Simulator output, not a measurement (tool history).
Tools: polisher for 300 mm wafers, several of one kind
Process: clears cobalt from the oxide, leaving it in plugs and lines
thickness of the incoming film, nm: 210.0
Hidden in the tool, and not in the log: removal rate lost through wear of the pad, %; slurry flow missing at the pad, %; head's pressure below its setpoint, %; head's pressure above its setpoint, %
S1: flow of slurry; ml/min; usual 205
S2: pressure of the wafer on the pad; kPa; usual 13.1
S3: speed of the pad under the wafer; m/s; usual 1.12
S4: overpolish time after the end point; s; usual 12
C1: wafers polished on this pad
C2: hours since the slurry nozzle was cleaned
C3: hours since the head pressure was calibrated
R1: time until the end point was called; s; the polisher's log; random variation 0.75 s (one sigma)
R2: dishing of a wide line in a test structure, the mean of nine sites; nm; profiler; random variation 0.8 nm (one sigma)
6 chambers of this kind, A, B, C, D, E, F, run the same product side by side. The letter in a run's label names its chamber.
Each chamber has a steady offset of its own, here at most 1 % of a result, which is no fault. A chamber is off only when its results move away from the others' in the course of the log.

Run 1C, day 0.167: usual settings; C1 338; C2 437.2; C3 581. Result: R1 44.355 s, R2 40.374 nm.
At day 0.183: chamber B: worn pad replaced by a new one.
Run 2B, day 0.408: usual settings; C1 38; C2 679.9; C3 450.3. Result: R1 45.976 s, R2 41.889 nm.
Run 3E, day 0.658: usual settings; C1 314; C2 110.3; C3 247.7. Result: R1 45.876 s, R2 42.021 nm.
At day 0.754: chamber C: head pressure recalibrated.
Run 4F, day 0.942: usual settings; C1 879; C2 687.1; C3 488.5. Result: R1 46.588 s, R2 40.762 nm.
Run 5A, day 1.129: usual settings; C1 424; C2 182.2; C3 291.2. Result: R1 44.855 s, R2 40.952 nm.
Run 6D, day 1.288: usual settings; C1 620; C2 440.5; C3 313.5. Result: R1 46.691 s, R2 41.409 nm.
Run 7A, day 1.567: usual settings; C1 499; C2 192.7; C3 301.7. Result: R1 46.808 s, R2 41.594 nm.
Run 8B, day 1.742: usual settings; C1 266; C2 711.9; C3 482.3. Result: R1 46.249 s, R2 42.503 nm.
Run 9F, day 1.996: usual settings; C1 1059; C2 712.4; C3 513.8. Result: R1 45.141 s, R2 40.976 nm.
At day 2.029: chamber E: worn pad replaced by a new one.
Run 10E, day 2.204: usual settings; C1 30; C2 147.4; C3 284.8. Result: R1 45.521 s, R2 40.739 nm.
At day 2.325: chamber A: worn pad replaced by a new one.
Run 11D, day 2.392: usual settings; C1 808; C2 467; C3 340. Result: R1 43.828 s, R2 40.59 nm.
Run 12C, day 2.546: usual settings; C1 744; C2 494.3; C3 43.1. Result: R1 45.554 s, R2 41.357 nm.
Run 13F, day 2.8: usual settings; C1 1196; C2 731.7; C3 533.1. Result: R1 45.652 s, R2 41.027 nm.
Run 14D, day 2.933: usual settings; C1 901; C2 480; C3 353. Result: R1 45.527 s, R2 43.266 nm.
Run 15C, day 3.167: usual settings; C1 850; C2 509.2; C3 58. Result: R1 45.63 s, R2 41.86 nm.
Run 16E, day 3.425: usual settings; C1 238; C2 176.7; C3 314.1. Result: R1 45.006 s, R2 42.221 nm.
Run 17B, day 3.604: usual settings but S2 9.7 kPa, S4 7 s; C1 584; C2 756.6; C3 527. Result: R1 61.378 s, R2 21.129 nm.
At day 3.692: chamber C: worn pad replaced by a new one.
At day 3.771: chamber D: worn pad replaced by a new one.
Run 18A, day 3.854: usual settings but S2 9.7 kPa, S4 7 s; C1 261; C2 247.6; C3 356.6. Result: R1 62.7 s, R2 21.416 nm.
Run 19D, day 4.033: usual settings but S2 9.7 kPa, S4 7 s; C1 45; C2 506.4; C3 379.4. Result: R1 60.09 s, R2 21.153 nm.
At day 4.138: chamber F: worn pad replaced by a new one.
Run 20E, day 4.183: usual settings but S2 9.7 kPa, S4 7 s; C1 368; C2 194.9; C3 332.3. Result: R1 59.49 s, R2 20.297 nm.
Run 21B, day 4.454: usual settings but S2 9.7 kPa, S4 7 s; C1 729; C2 777; C3 547.4. Result: R1 60.364 s, R2 21.286 nm.
Run 22F, day 4.704: usual settings but S2 9.7 kPa, S4 7 s; C1 97; C2 777.4; C3 578.8. Result: R1 61.692 s, R2 20.576 nm.
At day 4.804: chamber E: worn pad replaced by a new one.
At day 4.838: chamber F: head pressure recalibrated.
Run 23C, day 4.838: usual settings; C1 195; C2 549.3; C3 98.1. Result: R1 45.5 s, R2 42.449 nm.
Run 24A, day 5.071: usual settings; C1 469; C2 276.8; C3 385.8. Result: R1 45.673 s, R2 40.311 nm.
Run 25F, day 5.275: usual settings; C1 194; C2 791.1; C3 10.6. Result: R1 46.41 s, R2 41.798 nm.
Run 26A, day 5.4: usual settings; C1 525; C2 284.7; C3 393.7. Result: R1 46.594 s, R2 41.91 nm.
At day 5.417: chamber A: worn pad replaced by a new one.
At day 5.446: chamber B: worn pad replaced by a new one.
Run 27D, day 5.567: usual settings but S1 255 ml/min; C1 307; C2 543.2; C3 416.2. Result: R1 44.114 s, R2 43.803 nm.
Run 28E, day 5.775: usual settings but S1 255 ml/min; C1 165; C2 233.1; C3 370.5. Result: R1 44.122 s, R2 41.732 nm.
At day 5.925: chamber B: slurry nozzle cleaned.
Run 29B, day 6.046: usual settings but S1 255 ml/min; C1 102; C2 3; C3 585.6. Result: R1 45.055 s, R2 42.171 nm.
At day 6.112: chamber E: head pressure recalibrated.
At day 6.146: chamber F: slurry nozzle cleaned.
Run 30C, day 6.233: usual settings but S1 255 ml/min; C1 434; C2 582.8; C3 131.6. Result: R1 44.251 s, R2 42.955 nm.
Run 31A, day 6.429: usual settings but S1 255 ml/min; C1 173; C2 309.4; C3 418.4. Result: R1 44.547 s, R2 41.834 nm.
Run 32F, day 6.575: usual settings but S1 255 ml/min; C1 416; C2 10.3; C3 41.8. Result: R1 43.343 s, R2 41.807 nm.
Run 33C, day 6.804: usual settings; C1 531; C2 596.5; C3 145.3. Result: R1 44.74 s, R2 42.094 nm.
Run 34E, day 7.075: usual settings; C1 387; C2 264.3; C3 23.2. Result: R1 45.165 s, R2 41.295 nm.
Run 35B, day 7.212: usual settings; C1 301; C2 31; C3 613.6. Result: R1 45.821 s, R2 41.517 nm.
Run 36D, day 7.479: usual settings; C1 633; C2 589.1; C3 462.1. Result: R1 45.767 s, R2 43.449 nm.
Run 37C, day 7.646: usual settings; C1 675; C2 616.7; C3 165.5. Result: R1 45.95 s, R2 42.091 nm.
Run 38B, day 7.888: usual settings; C1 417; C2 47.2; C3 629.8. Result: R1 45.881 s, R2 41.64 nm.

Is one chamber off against the others, does the gauge drift, or is nothing wrong? If a chamber is off, say which, and what the likeliest cause is.

No chamber stands off beyond its own small offset, and the gauge holds steady.

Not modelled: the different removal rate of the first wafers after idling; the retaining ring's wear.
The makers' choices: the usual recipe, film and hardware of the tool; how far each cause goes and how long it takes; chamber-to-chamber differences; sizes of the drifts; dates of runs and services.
